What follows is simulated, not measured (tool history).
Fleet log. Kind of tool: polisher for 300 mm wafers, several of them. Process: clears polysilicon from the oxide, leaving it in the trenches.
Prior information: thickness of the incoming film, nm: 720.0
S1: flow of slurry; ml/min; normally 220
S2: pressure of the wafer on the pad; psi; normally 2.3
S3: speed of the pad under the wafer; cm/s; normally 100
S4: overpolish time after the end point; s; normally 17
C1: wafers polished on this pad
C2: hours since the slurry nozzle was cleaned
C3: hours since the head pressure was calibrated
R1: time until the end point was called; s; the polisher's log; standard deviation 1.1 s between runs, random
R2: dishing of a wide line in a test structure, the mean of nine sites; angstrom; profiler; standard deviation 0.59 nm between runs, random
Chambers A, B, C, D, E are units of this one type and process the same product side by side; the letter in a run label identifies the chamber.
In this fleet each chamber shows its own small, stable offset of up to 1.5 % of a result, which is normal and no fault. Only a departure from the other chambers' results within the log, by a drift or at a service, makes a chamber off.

| run | hour | S1 | S2 | S3 | S4 | C1 | C2 | C3 | R1 | R2 |
|---|---|---|---|---|---|---|---|---|---|---|
|  | 5.1 | chamber B: worn pad replaced by a new one |
| 1B | 5.1 | 220 | 2.3 | 100 | 17 | 0 | 68.7 | 1013.1 | 65.201 | 464.53 |
| 2A | 8.4 | 220 | 2.3 | 100 | 17 | 483 | 213.4 | 742.4 | 64.708 | 467.00 |
|  | 10.3 | chamber C: worn pad replaced by a new one |
| 3E | 13.9 | 220 | 2.3 | 100 | 17 | 629 | 257.7 | 982.0 | 65.744 | 475.88 |
|  | 16.3 | chamber E: slurry nozzle cleaned |
| 4D | 18.9 | 220 | 2.3 | 100 | 17 | 391 | 330.7 | 798.1 | 66.677 | 469.21 |
| 5C | 22.3 | 220 | 2.3 | 82 | 12 | 113 | 436.8 | 88.2 | 78.770 | 436.04 |
| 6A | 26.3 | 220 | 2.3 | 82 | 12 | 652 | 231.3 | 760.3 | 77.234 | 432.66 |
|  | 26.9 | chamber B: head pressure recalibrated |
|  | 29.7 | chamber D: worn pad replaced by a new one |
| 7D | 31.7 | 220 | 2.3 | 82 | 12 | 19 | 343.5 | 810.9 | 78.750 | 431.36 |
| 8E | 37.3 | 220 | 2.3 | 82 | 12 | 850 | 21.1 | 1005.4 | 74.035 | 436.05 |
|  | 40.8 | chamber E: worn pad replaced by a new one |
| 9B | 43.5 | 220 | 2.3 | 82 | 12 | 363 | 107.1 | 16.6 | 78.597 | 430.93 |
| 10C | 47.5 | 220 | 2.3 | 100 | 17 | 352 | 462.0 | 113.4 | 63.967 | 471.21 |
| 11D | 50.5 | 220 | 2.3 | 100 | 17 | 197 | 362.3 | 829.7 | 62.953 | 489.25 |
|  | 56.3 | chamber B: worn pad replaced by a new one |
| 12C | 56.6 | 220 | 2.3 | 100 | 17 | 438 | 471.1 | 122.5 | 64.487 | 464.52 |
| 13A | 60.1 | 220 | 2.3 | 100 | 17 | 972 | 265.1 | 794.1 | 64.150 | 474.75 |
| 14E | 64.5 | 220 | 2.3 | 100 | 17 | 224 | 48.3 | 1032.6 | 64.129 | 473.13 |
| 15B | 68.2 | 220 | 2.3 | 100 | 17 | 112 | 131.8 | 41.3 | 64.296 | 475.02 |
|  | 70.1 | chamber C: worn pad replaced by a new one |
| 16A | 73.0 | 220 | 2.3 | 100 | 17 | 1094 | 278.0 | 807.0 | 63.867 | 467.94 |
| 17D | 79.2 | 220 | 2.3 | 100 | 17 | 468 | 391.0 | 858.4 | 63.149 | 464.19 |
|  | 80.7 | chamber A: worn pad replaced by a new one |
| 18B | 84.9 | 220 | 2.3 | 100 | 17 | 270 | 148.5 | 58.0 | 64.256 | 475.82 |
| 19E | 90.8 | 220 | 2.3 | 100 | 17 | 473 | 74.6 | 1058.9 | 63.510 | 474.69 |
|  | 92.4 | chamber D: worn pad replaced by a new one |
| 20C | 94.3 | 220 | 2.3 | 100 | 17 | 229 | 508.8 | 160.2 | 67.697 | 462.08 |
| 21C | 97.8 | 220 | 2.3 | 100 | 17 | 262 | 512.3 | 163.7 | 68.169 | 463.26 |
| 22D | 101.2 | 220 | 2.3 | 100 | 17 | 83 | 413.0 | 880.4 | 64.357 | 469.57 |
| 23E | 105.0 | 220 | 2.3 | 100 | 17 | 607 | 88.8 | 1073.1 | 65.749 | 471.50 |
| 24A | 110.2 | 220 | 2.3 | 100 | 17 | 280 | 315.2 | 844.2 | 63.443 | 463.89 |
|  | 110.8 | chamber B: worn pad replaced by a new one |
| 25B | 116.1 | 220 | 2.3 | 100 | 17 | 50 | 179.7 | 89.2 | 64.949 | 467.05 |
| 26B | 120.4 | 220 | 2.3 | 100 | 17 | 91 | 184.0 | 93.5 | 64.521 | 481.98 |
|  | 125.5 | chamber E: worn pad replaced by a new one |
| 27E | 126.4 | 220 | 2.3 | 88 | 17 | 9 | 110.2 | 1094.5 | 72.631 | 477.17 |
| 28C | 132.0 | 220 | 2.3 | 88 | 17 | 586 | 546.5 | 197.9 | 79.685 | 456.80 |
|  | 132.4 | chamber C: worn pad replaced by a new one |
| 29A | 135.3 | 220 | 2.3 | 88 | 17 | 517 | 340.3 | 869.3 | 72.960 | 466.10 |
| 30D | 141.2 | 220 | 2.3 | 88 | 17 | 462 | 453.0 | 920.4 | 72.839 | 471.31 |
| 31C | 144.3 | 220 | 2.3 | 88 | 17 | 112 | 558.8 | 210.2 | 79.832 | 456.72 |
| 32A | 148.3 | 220 | 2.3 | 100 | 17 | 640 | 353.3 | 882.3 | 62.461 | 469.50 |

For the next run the whole fleet of 5 chambers uses the same settings. Give each chamber's results:
| 33A | 152.8 | 220 | 2.8 | 100 | 17 |  |  |  | ? | ? |
| 33B | 152.8 | 220 | 2.8 | 100 | 17 |  |  |  | ? | ? |
| 33C | 152.8 | 220 | 2.8 | 100 | 17 |  |  |  | ? | ? |
| 33D | 152.8 | 220 | 2.8 | 100 | 17 |  |  |  | ? | ? |
| 33E | 152.8 | 220 | 2.8 | 100 | 17 |  |  |  | ? | ? |

| run | R1 | R2 |
|---|---|---|
| 33A | 50.825 | 471.14 |
| 33B | 54.048 | 471.86 |
| 33C | 60.278 | 484.36 |
| 33D | 53.831 | 481.25 |
| 33E | 53.684 | 480.01 |
